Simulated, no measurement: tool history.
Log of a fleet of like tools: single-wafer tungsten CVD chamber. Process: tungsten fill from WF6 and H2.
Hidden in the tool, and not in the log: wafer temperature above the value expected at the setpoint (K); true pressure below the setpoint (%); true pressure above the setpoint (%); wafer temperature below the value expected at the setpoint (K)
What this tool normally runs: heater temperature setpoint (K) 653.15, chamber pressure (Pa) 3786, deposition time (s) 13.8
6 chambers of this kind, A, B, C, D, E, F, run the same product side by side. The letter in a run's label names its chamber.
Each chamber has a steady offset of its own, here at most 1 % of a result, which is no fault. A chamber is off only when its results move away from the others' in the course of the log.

run     day  heater temperature setpoint (K)  chamber pressure (Pa)  deposition time (s)  hours since the last thermocouple change  hours since the last manometer calibration  read-back reference wafer on the same gauge, thickness_nm  mean film thickness on the monitor wafer (angstrom)
 1E   0.246                           653.15                   3786                 13.8                                     951.4                                      1560.7                                                     24.763                                               266.39
 2B   0.621                           653.15                   3786                 13.8                                    2086.8                                       258.6                                                     24.784                                               266.21
 3D   1.083                           653.15                   3786                 13.8                                    1834.8                                      2414.9                                                     24.805                                               263.74
 4C   1.375                           653.15                   3786                 13.8                                    2460.9                                      2031.3                                                     24.817                                               264.10
 5A   1.683                           658.15                   3413                 13.8                                    1454.6                                       991.4                                                     24.805                                               282.08
 6F   2.050                           658.15                   3413                 13.8                                     438.7                                       234.5                                                     24.814                                               272.23
 7A   2.288                           658.15                   3413                 13.8                                    1469.1                                      1005.9                                                     24.801                                               280.45
      2.321  -- chamber D: capacitance manometer re-zeroed and calibrated
 8C   2.571                           658.15                   3413                 13.8                                    2489.6                                      2060.0                                                     24.810                                               279.60
 9D   2.904                           658.15                   3413                 13.8                                    1878.5                                        14.1                                                     24.806                                               279.65
10E   3.112                           658.15                   3413                 13.8                                    1020.2                                      1629.5                                                     24.832                                               279.40
11F   3.371                           653.15                   3786                 13.8                                     470.4                                       266.2                                                     24.775                                               262.68
12B   3.633                           653.15                   3786                 13.8                                    2159.1                                       330.9                                                     24.836                                               266.50
13C   3.908                           653.15                   3786                 13.8                                    2521.7                                      2092.1                                                     24.788                                               263.17
      4.025  -- chamber E: capacitance manometer re-zeroed and calibrated
14B   4.171                           653.15                   3786                 13.8                                    2172.0                                       343.8                                                     24.781                                               267.54
15E   4.379                           653.15                   3786                 13.8                                    1050.6                                         8.6                                                     24.783                                               263.66
16F   4.717                           653.15                   3786                 12.3                                     502.7                                       298.5                                                     24.836                                               230.98
17D   4.996                           653.15                   3786                 12.3                                    1928.7                                        64.3                                                     24.743                                               235.83
18A   5.458                           653.15                   3786                 12.3                                    1545.2                                      1082.0                                                     24.823                                               236.77
19F   5.704                           653.15                   3786                 12.3                                     526.4                                       322.2                                                     24.782                                               235.39
20A   6.100                           653.15                   3786                 12.3                                    1560.6                                      1097.4                                                     24.790                                               239.36
21E   6.362                           653.15                   3786                 12.3                                    1098.2                                        56.2                                                     24.799                                               237.41
22D   6.800                           653.15                   3786                 13.8                                    1972.0                                       107.6                                                     24.816                                               264.04
23B   7.046                           653.15                   3786                 13.8                                    2241.0                                       412.8                                                     24.805                                               268.00
24C   7.317                           653.15                   3786                 13.8                                    2603.5                                      2173.9                                                     24.836                                               265.80
      7.454  -- chamber D: thermocouple changed; heater temperature recalibrated
25F   7.708                           653.15                   3786                 13.8                                     574.5                                       370.3                                                     24.790                                               261.09
26A   8.029                           653.15                   3786                 13.8                                    1606.9                                      1143.7                                                     24.803                                               266.32
27B   8.271                           653.15                   3786                 13.8                                    2270.4                                       442.2                                                     24.821                                               265.95
28D   8.617                           653.15                   3786                 13.8                                      27.9                                       151.2                                                     24.778                                               284.61
29C   8.954                           653.15                   3786                 13.8                                    2642.8                                      2213.2                                                     24.747                                               263.80
30E   9.312                           653.15                   3786                 13.8                                    1169.0                                       127.0                                                     24.821                                               268.25
31B   9.771                           653.15                   3786                 13.8                                    2306.4                                       478.2                                                     24.792                                               265.02
32D  10.175                           653.15                   3786                 13.8                                      65.3                                       188.6                                                     24.804                                               281.77
33C  10.558                           639.15                   3786                 14.8                                    2681.3                                      2251.7                                                     24.799                                               213.07
34E  10.808                           639.15                   3786                 14.8                                    1204.9                                       162.9                                                     24.820                                               213.68
35A  11.208                           639.15                   3786                 14.8                                    1683.2                                      1220.0                                                     24.808                                               213.96
     11.396  -- chamber B: thermocouple changed; heater temperature recalibrated
36F  11.492                           639.15                   3786                 14.8                                     665.3                                       461.1                                                     24.820                                               209.25
37C  11.808                           639.15                   3786                 14.8                                    2711.3                                      2281.7                                                     24.807                                               212.36
38E  12.100                           639.15                   3786                 14.8                                    1235.9                                       193.9                                                     24.798                                               214.07
39F  12.321                           653.15                   3786                 13.8                                     685.2                                       481.0                                                     24.823                                               260.40
40B  12.592                           668.15                   3786                 12.1                                      28.8                                       545.9                                                     24.807                                               313.65

Read the log: is a single chamber off, either drifting away or since a service, is the gauge that measures every chamber drifting, or is nothing wrong beyond small per-chamber offsets? Name any odd chamber and what most likely caused it.

A service left chamber D off against the others.
Most likely cause: wafer temperature above the value expected at the setpoint (K) = 3.38.

Below are 4 candidate recipes for chamber D's next run, each the usual settings with a change, their results shown as question marks. Which of them brings D's results back in line with what the other chambers give on the usual settings?
In line here means within this much of the mean the other chambers give on the usual settings: mean film thickness on the monitor wafer (angstrom) 5.20
41D-1  12.929                           657.15                   3893                 14.3                                                                                                                                                                                                     ?
41D-2  12.929                           655.15                   3786                 14.1                                                                                                                                                                                                     ?
41D-3  12.929                           653.15                   3253                 13.8                                                                                                                                                                                                     ?
41D-4  12.929                           649.15                   3680                 13.3                                                                                                                                                                                                     ?

Usual-settings mean across the other chambers: mean film thickness on the monitor wafer (angstrom) 264.63
  run  mean film thickness on the monitor wafer (angstrom)
41D-1                                               320.13
41D-2                                               299.61
41D-3                                               262.37
41D-4                                               247.62
Change 41D-3 lands the chamber within the allowed miss of the other chambers.

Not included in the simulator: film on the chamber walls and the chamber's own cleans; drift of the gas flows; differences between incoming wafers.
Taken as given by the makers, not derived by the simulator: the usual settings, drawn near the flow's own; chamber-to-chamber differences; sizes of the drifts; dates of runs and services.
